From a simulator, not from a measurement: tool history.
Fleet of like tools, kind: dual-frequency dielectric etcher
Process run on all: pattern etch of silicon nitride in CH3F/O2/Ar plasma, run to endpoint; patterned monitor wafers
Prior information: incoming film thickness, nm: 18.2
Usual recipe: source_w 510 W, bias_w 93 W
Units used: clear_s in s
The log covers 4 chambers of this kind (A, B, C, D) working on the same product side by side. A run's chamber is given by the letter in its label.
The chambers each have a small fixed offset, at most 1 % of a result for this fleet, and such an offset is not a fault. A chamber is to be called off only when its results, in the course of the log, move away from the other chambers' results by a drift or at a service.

run,hour,source_w,bias_w,hours since the last wet clean,hours since the last source power generator calibration,hours since the last bias power generator calibration,clear_s
1B,6.6,510,93,358,1673,2485.5,21.927
2D,13.4,510,93,175,692.3,1406.4,21.525
3A,17,510,93,296.3,2890.7,660,22.255
4C,21.5,510,93,296.8,503.5,1081.6,21.876
5C,26.6,510,93,301.9,508.6,1086.7,22.163
6D,29.9,610,93,191.5,708.8,1422.9,20.352
7B,35.8,610,93,387.2,1702.2,2514.7,20.389
8A,38.9,610,93,318.2,2912.6,681.9,20.496
9C,42.2,610,93,317.5,524.2,1102.3,20.485
10B,46.3,410,78,397.7,1712.7,2525.2,25.582
11A,49.6,410,78,328.9,2923.3,692.6,25.403
12D,54.7,410,78,216.3,733.6,1447.7,25.128
13D,57.7,410,78,219.3,736.6,1450.7,24.689
14A,61.1,510,93,340.4,2934.8,704.1,22.098
15C,65.1,510,93,340.4,547.1,1125.2,22.291
16B,70.5,510,93,421.9,1736.9,2549.4,21.936
17C,75.6,630,82,350.9,557.6,1135.7,21.127
18D,80,630,82,241.6,758.9,1473,20.624
19B,85,630,82,436.4,1751.4,2563.9,21.181
20A,90.7,630,82,370,2964.4,733.7,21.393
# hour 91.4: chamber A: source power generator calibrated
21B,95.5,600,102,446.9,1761.9,2574.4,19.808
22A,101.3,600,102,380.6,9.9,744.3,20.1
23D,106,600,102,267.6,784.9,1499,19.447
24C,111.7,600,102,387,593.7,1171.8,20.098
25B,117.7,510,93,469.1,1784.1,2596.6,22.032
26A,121.6,510,93,400.9,30.2,764.6,22.142
27C,128,590,76,403.3,610,1188.1,22.305
28D,134,590,76,295.6,812.9,1527,21.284

Predict what each chamber gives when all 4 of them run the settings below next.
29A,138.8,620,93,,,,?
29B,138.8,620,93,,,,?
29C,138.8,620,93,,,,?
29D,138.8,620,93,,,,?

run,clear_s
29A,20.276
29B,20.414
29C,20.628
29D,19.409
